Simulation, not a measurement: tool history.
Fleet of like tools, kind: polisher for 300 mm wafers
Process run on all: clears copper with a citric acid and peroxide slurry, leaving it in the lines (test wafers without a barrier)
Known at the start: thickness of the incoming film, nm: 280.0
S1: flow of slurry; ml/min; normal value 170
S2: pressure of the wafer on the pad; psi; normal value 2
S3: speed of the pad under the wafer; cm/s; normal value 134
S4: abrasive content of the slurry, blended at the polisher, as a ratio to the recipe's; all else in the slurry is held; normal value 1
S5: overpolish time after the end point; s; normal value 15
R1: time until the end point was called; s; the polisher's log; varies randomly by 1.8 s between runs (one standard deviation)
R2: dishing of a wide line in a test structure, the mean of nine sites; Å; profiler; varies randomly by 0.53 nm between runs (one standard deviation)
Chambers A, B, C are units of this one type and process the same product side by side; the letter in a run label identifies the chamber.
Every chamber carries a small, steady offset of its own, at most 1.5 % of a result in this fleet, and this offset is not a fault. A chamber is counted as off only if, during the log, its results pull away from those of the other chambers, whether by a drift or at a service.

run,hour,S1,S2,S3,S4,S5,R1,R2
# hour 10: chamber A: worn pad replaced by a new one
1A,13.3,170,2,134,1,15,139.98,213.43
# hour 20: chamber C: worn pad replaced by a new one
2B,22.2,170,2,134,1,15,139.56,218.32
3C,31.7,170,2,134,1,15,144.15,217.2
4A,43.3,170,2,134,1,15,137.78,205.85
5C,58.5,170,2,134,1,15,140.71,216.12
6B,70.4,170,2,134,1,15,144.32,214.57
7B,77.5,170,2,134,1,15,142.52,226.08
# hour 86.7: chamber B: slurry nozzle cleaned
8A,91.3,170,2,134,1,15,142.23,225.05
9C,99.9,170,2,134,1,15,142.6,218.77
# hour 103.7: chamber A: worn pad replaced by a new one
# hour 104.9: chamber C: slurry nozzle cleaned
10B,107.4,170,2,134,1,15,142.66,214.04
# hour 114.2: chamber C: worn pad replaced by a new one
11A,118.9,135,2,148,1,15,132.82,223.71
12C,132.7,135,2,148,1,15,135.52,225.26
# hour 145.8: chamber B: worn pad replaced by a new one
13C,146.2,135,2,148,1,15,133.67,229.79
14B,160.7,170,2,134,1,15,138.62,217.18
15A,168.9,170,2,134,1,15,143.42,221.16
16C,184.6,170,2,164,1,15,117.22,260.04
# hour 199.4: chamber A: worn pad replaced by a new one
17A,199.6,170,2,164,1,15,119.97,267.9
18B,213.2,170,2,164,1,15,114.72,259.33
19B,221.5,170,2,134,1,15,142.88,207.17
# hour 223.2: chamber C: worn pad replaced by a new one
20A,232.4,170,2,134,1,22,140.19,304.75
21C,245.2,170,2,134,1,22,141.96,304.16
# hour 247.1: chamber A: slurry blender recalibrated
22B,255.7,170,2,134,1,22,143.45,298.94
23C,270.8,170,2,134,1,15,143.05,220.48
24A,284.4,170,2,134,1,15,139.24,218.88
# hour 291.7: chamber B: worn pad replaced by a new one
25B,296.8,170,2,134,1,15,139.42,210.17
# hour 305.9: chamber A: worn pad replaced by a new one
26A,311,170,2,134,1,15,143.56,211.52
27C,319.3,170,2,134,1,15,142.79,224.39
# hour 325.7: chamber C: worn pad replaced by a new one
28B,331.6,170,2,134,1,15,142.95,228.04
29C,343.9,170,2,134,1,15,141.53,209.78
# hour 355.1: chamber C: slurry blender recalibrated
30A,359.4,170,2,134,1,15,144.86,220.39
31B,371.8,170,2,134,1,15,144.28,212.34
# hour 385.4: chamber B: head pressure recalibrated
32A,385.7,170,2,134,1,15,139.72,220.78
# hour 395.9: chamber B: slurry blender recalibrated
33C,396.8,170,2,134,1,15,140.98,219.38
# hour 405.4: chamber A: worn pad replaced by a new one
34A,409.1,170,1.7,134,1,15,164.73,193.67
35B,416.8,170,1.7,134,1,15,161.49,180.5
# hour 426.6: chamber C: worn pad replaced by a new one
36C,429.4,170,1.7,134,1,15,167.32,189.81
37C,445.2,170,2,134,1,15,141.84,219.07
# hour 452.3: chamber B: worn pad replaced by a new one
38B,460.8,170,2,104,1,15,181.89,172.21
39A,471.5,170,2,104,1,15,181.28,174.08
40B,485.8,170,2,104,1,15,182.16,168.86
41C,499.4,170,2,134,1,15,145.4,218.02
42A,514.9,170,2,134,1,15,141.3,221.32
43B,529.6,170,2,134,1,15,146.17,209.59

What goes on in this fleet: one chamber off, a drifting gauge, or nothing beyond the chambers' own small offsets? Name the chamber and the cause, if any.

The fleet is healthy, with each chamber sitting at its usual small offset and no drift in the gauge.

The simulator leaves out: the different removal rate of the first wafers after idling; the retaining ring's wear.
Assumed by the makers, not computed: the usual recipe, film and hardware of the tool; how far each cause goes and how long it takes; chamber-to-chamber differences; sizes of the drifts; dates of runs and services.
